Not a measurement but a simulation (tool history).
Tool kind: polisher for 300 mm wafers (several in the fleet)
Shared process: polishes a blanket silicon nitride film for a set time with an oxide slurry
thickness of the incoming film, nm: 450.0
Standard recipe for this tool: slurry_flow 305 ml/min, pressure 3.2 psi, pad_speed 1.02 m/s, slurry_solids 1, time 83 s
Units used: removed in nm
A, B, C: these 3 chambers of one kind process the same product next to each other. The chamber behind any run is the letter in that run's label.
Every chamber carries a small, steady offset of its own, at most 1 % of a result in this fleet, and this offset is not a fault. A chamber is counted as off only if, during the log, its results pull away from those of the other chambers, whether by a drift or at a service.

run   hour  slurry_flow  pressure  pad_speed  slurry_solids  time  wafers polished on this pad  hours since the slurry nozzle was cleaned  hours since the head pressure was calibrated  hours since the slurry blender was calibrated  hours since the conditioning disc was replaced  removed
       3.6  -- chamber C: worn pad replaced by a new one
 1C   11.4          305       3.2       1.02              1    83                          102                                      324.8                                         285.1                                           20.5                                           131.6   52.361
 2A   19.4          305       3.2       1.02              1    83                          583                                      258.2                                         133.4                                             80                                            52.1   52.512
 3B   26.4          305       3.2       1.02              1    83                          437                                      385.5                                         753.5                                          176.7                                           410.7   52.882
 4C   37.8          305       3.2       1.02              1    83                          443                                      351.2                                         311.5                                           46.9                                             158   52.402
 5B   49.7          305       3.2       1.02              1    83                          738                                      408.8                                         776.8                                            200                                             434   51.628
      59.5  -- chamber B: conditioning disc replaced and pad reconditioned
      59.6  -- chamber A: worn pad replaced by a new one
 6A     62          305       3.2       1.02              1    83                           31                                      300.8                                           176                                          122.6                                            94.7   52.725
 7B   68.7          305       3.2       1.02              1    83                          983                                      427.8                                         795.8                                            219                                             9.3   52.388
      68.8  -- chamber C: worn pad replaced by a new one
 8C   82.1          305       3.2       1.02              1    83                          173                                      395.5                                         355.8                                           91.2                                           202.3   53.354
      84.3  -- chamber B: slurry nozzle cleaned
 9A   91.2          305       3.2       1.02              1    83                          409                                        330                                         205.2                                          151.8                                           123.9   53.288
10C  101.9          305       3.2       1.02              1    83                          429                                      415.3                                         375.6                                            111                                           222.1   52.372
     102.9  -- chamber C: slurry blender recalibrated
       112  -- chamber B: slurry blender recalibrated
11B  115.4          305       3.2       1.02              1    83                         1587                                       31.2                                         842.5                                            3.5                                              56   52.257
     116.6  -- chamber A: slurry blender recalibrated
     119.2  -- chamber B: worn pad replaced by a new one
12A  128.2          305       3.2       1.32              1    83                          887                                        367                                         242.2                                           11.6                                           160.9    64.25
     137.4  -- chamber A: worn pad replaced by a new one
13C  139.4          305       3.2       1.32              1    83                          913                                      452.8                                         413.1                                           36.5                                           259.6    64.89
     142.9  -- chamber C: worn pad replaced by a new one
     144.9  -- chamber A: slurry nozzle cleaned
14A  151.5          305       3.2       1.32              1    83                          182                                        6.6                                         265.5                                           34.9                                           184.2    64.54
     156.2  -- chamber C: conditioning disc replaced and pad reconditioned
15B    165          305       2.3       1.02              1    72                          592                                       80.8                                         892.1                                           53.1                                           105.6   32.497
16B  177.4          305       2.3       1.02              1    72                          753                                       93.2                                         904.5                                           65.5                                             118   32.398
17C  186.1          305       2.3       1.02              1    72                          558                                      499.5                                         459.8                                           83.2                                              30   32.601
18A  197.9          305       3.2       1.02              1    83                          782                                         53                                         311.9                                           81.3                                           230.6   52.717
19C  204.2          305       3.2       1.02              1    83                          792                                      517.6                                         477.9                                          101.3                                            48.1   52.818
     208.7  -- chamber C: slurry blender recalibrated
     213.2  -- chamber A: head pressure recalibrated
20B    215          305       3.2       1.02              1    83                         1239                                      130.8                                         942.1                                          103.1                                           155.6   52.746
21A  225.1          305       3.2       1.02              1    83                         1134                                       80.2                                          11.9                                          108.5                                           257.8   52.311
     226.8  -- chamber C: worn pad replaced by a new one
     229.8  -- chamber A: worn pad replaced by a new one
22B  232.4          305       3.2       1.02              1    83                         1464                                      148.2                                         959.5                                          120.5                                             173   51.956
     241.9  -- chamber B: worn pad replaced by a new one
23C  242.8          305       3.2       1.02              1    83                          206                                      556.2                                         516.5                                           34.2                                            86.7   52.132
24A  250.5          305       3.8       1.02              1    83                          268                                      105.6                                          37.3                                          133.9                                           283.2   62.803
25A  260.4          305       3.8       1.02              1    83                          396                                      115.5                                          47.2                                          143.8                                           293.1   63.134
26B  270.2          305       3.8       1.02              1    83                          366                                        186                                         997.3                                          158.3                                           210.8   61.867
27C  279.4          305       3.2       1.02              1    83                          680                                      592.8                                         553.1                                           70.8                                           123.3   52.867
28C  286.7          305       3.2       1.02              1    83                          774                                      600.1                                         560.4                                           78.1                                           130.6   52.886
29B  293.1          305       3.2       1.02              1    83                          662                                      208.9                                        1020.2                                          181.2                                           233.7   51.992
     296.6  -- chamber A: slurry blender recalibrated
30A  304.4          305       3.2       1.02              1    83                          964                                      159.5                                          91.2                                            7.9                                           337.1    52.54
       305  -- chamber C: worn pad replaced by a new one
     305.9  -- chamber C: slurry blender recalibrated
       315  -- chamber A: worn pad replaced by a new one
31A  315.5          305       3.2       1.02              1    83                            6                                      170.6                                         102.3                                             19                                           348.2   53.484
32C  329.4          305       3.2       1.02              1    83                          316                                      642.8                                         603.1                                           23.6                                           173.3   53.365
33B  342.1          305       3.2       1.02              1    83                         1295                                      257.9                                        1069.2                                          230.2                                           282.7   52.233
34B  348.9          305       3.2       1.02              1    83                         1383                                      264.7                                          1076                                            237                                           289.5   52.453
35C  361.7          305       3.2       1.02              1    83                          733                                      675.1                                         635.4                                           55.9                                           205.6   52.835
36A  373.6          305       3.2       1.02              1    83                          757                                      228.7                                         160.4                                           77.1                                           406.3   52.438
37C    382          305       3.2       1.02              1    83                          996                                      695.4                                         655.7                                           76.2                                           225.9    53.01

One chamber off, gauge drift, or nothing amiss beyond the chambers' own small offsets? If it is a chamber, which one, and what is the likeliest cause?

Beyond each chamber's small constant offset nothing stands out, and the gauge stays steady.
